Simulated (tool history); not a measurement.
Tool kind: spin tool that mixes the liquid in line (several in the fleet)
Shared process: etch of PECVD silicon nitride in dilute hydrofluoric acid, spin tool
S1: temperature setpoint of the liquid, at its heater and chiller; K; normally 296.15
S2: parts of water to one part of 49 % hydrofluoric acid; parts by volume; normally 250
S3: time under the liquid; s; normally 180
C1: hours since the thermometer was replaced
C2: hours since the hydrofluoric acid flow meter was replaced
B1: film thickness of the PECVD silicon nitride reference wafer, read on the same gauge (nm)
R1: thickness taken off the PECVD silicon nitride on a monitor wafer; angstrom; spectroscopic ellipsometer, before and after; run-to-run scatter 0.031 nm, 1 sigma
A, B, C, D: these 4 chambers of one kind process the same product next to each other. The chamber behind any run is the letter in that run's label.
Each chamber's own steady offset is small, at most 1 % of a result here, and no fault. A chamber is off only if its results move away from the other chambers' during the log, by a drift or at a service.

run 1A hour=8.9 | S1=296.15 S2=250 S3=180 | C1=1739.4 C2=352.3 | B1=139.98 | R1=14.1570
run 2D hour=15.8 | S1=296.15 S2=250 S3=180 | C1=845.4 C2=618.1 | B1=140.01 | R1=13.9620
run 3C hour=22.0 | S1=296.15 S2=250 S3=180 | C1=1067.0 C2=102.1 | B1=140.01 | R1=13.7930
run 4B hour=29.8 | S1=296.15 S2=250 S3=180 | C1=1333.1 C2=1685.1 | B1=140.01 | R1=14.0790
run 5A hour=36.9 | S1=296.15 S2=250 S3=180 | C1=1767.4 C2=380.3 | B1=140.00 | R1=13.8200
run 6C hour=42.7 | S1=296.15 S2=250 S3=180 | C1=1087.7 C2=122.8 | B1=139.99 | R1=14.0690
run 7D hour=51.8 | S1=296.15 S2=250 S3=180 | C1=881.4 C2=654.1 | B1=140.00 | R1=14.3210
run 8B hour=58.3 | S1=291.65 S2=250 S3=95 | C1=1361.6 C2=1713.6 | B1=139.98 | R1=5.4486
run 9D hour=66.8 | S1=291.65 S2=250 S3=95 | C1=896.4 C2=669.1 | B1=140.00 | R1=5.5758
run 10B hour=75.1 | S1=291.65 S2=250 S3=95 | C1=1378.4 C2=1730.4 | B1=139.98 | R1=5.2134
run 11A hour=82.4 | S1=291.65 S2=250 S3=95 | C1=1812.9 C2=425.8 | B1=140.00 | R1=5.6021
run 12C hour=89.7 | S1=296.15 S2=250 S3=180 | C1=1134.7 C2=169.8 | B1=139.98 | R1=14.2390
run 13D hour=98.7 | S1=296.15 S2=250 S3=180 | C1=928.3 C2=701.0 | B1=140.00 | R1=14.3200
run 14B hour=107.0 | S1=298.15 S2=195 S3=180 | C1=1410.3 C2=1762.3 | B1=140.01 | R1=19.9470
run 15A hour=111.4 | S1=298.15 S2=195 S3=180 | C1=1841.9 C2=454.8 | B1=140.01 | R1=20.0870
run 16C hour=115.8 | S1=298.15 S2=195 S3=180 | C1=1160.8 C2=195.9 | B1=140.00 | R1=20.5670
run 17D hour=120.5 | S1=298.15 S2=195 S3=180 | C1=950.1 C2=722.8 | B1=140.01 | R1=19.5810
run 18A hour=127.1 | S1=296.15 S2=250 S3=180 | C1=1857.6 C2=470.5 | B1=140.00 | R1=13.9940
run 19C hour=131.3 | S1=296.15 S2=250 S3=180 | C1=1176.3 C2=211.4 | B1=140.01 | R1=13.7850
run 20B hour=136.2 | S1=296.15 S2=250 S3=180 | C1=1439.5 C2=1791.5 | B1=139.99 | R1=13.6980
run 21B hour=142.4 | S1=296.15 S2=250 S3=180 | C1=1445.7 C2=1797.7 | B1=139.99 | R1=13.6900
run 22D hour=147.8 | S1=296.15 S2=250 S3=180 | C1=977.4 C2=750.1 | B1=140.00 | R1=13.9100
run 23C hour=152.9 | S1=296.15 S2=250 S3=180 | C1=1197.9 C2=233.0 | B1=139.99 | R1=14.1440
-- hour=153.6 chamber A: thermometer replaced
run 24A hour=160.6 | S1=296.15 S2=250 S3=180 | C1=7.1 C2=504.0 | B1=139.98 | R1=13.6380
run 25B hour=166.7 | S1=296.15 S2=250 S3=180 | C1=1470.0 C2=1822.0 | B1=140.01 | R1=14.1320
run 26A hour=176.1 | S1=296.15 S2=250 S3=180 | C1=22.6 C2=519.5 | B1=140.00 | R1=13.6890
run 27D hour=183.6 | S1=296.15 S2=250 S3=180 | C1=1013.2 C2=785.9 | B1=139.99 | R1=14.0800
run 28C hour=187.7 | S1=296.15 S2=250 S3=180 | C1=1232.7 C2=267.8 | B1=140.01 | R1=13.7780

Has any chamber moved away from the others, gradually or after a service, or does the common gauge drift, or do the chambers differ only by their own small steady offsets? State the chamber and the most likely cause if one applies.

All chambers stay in line apart from their small fixed offsets, and the gauge does not drift.

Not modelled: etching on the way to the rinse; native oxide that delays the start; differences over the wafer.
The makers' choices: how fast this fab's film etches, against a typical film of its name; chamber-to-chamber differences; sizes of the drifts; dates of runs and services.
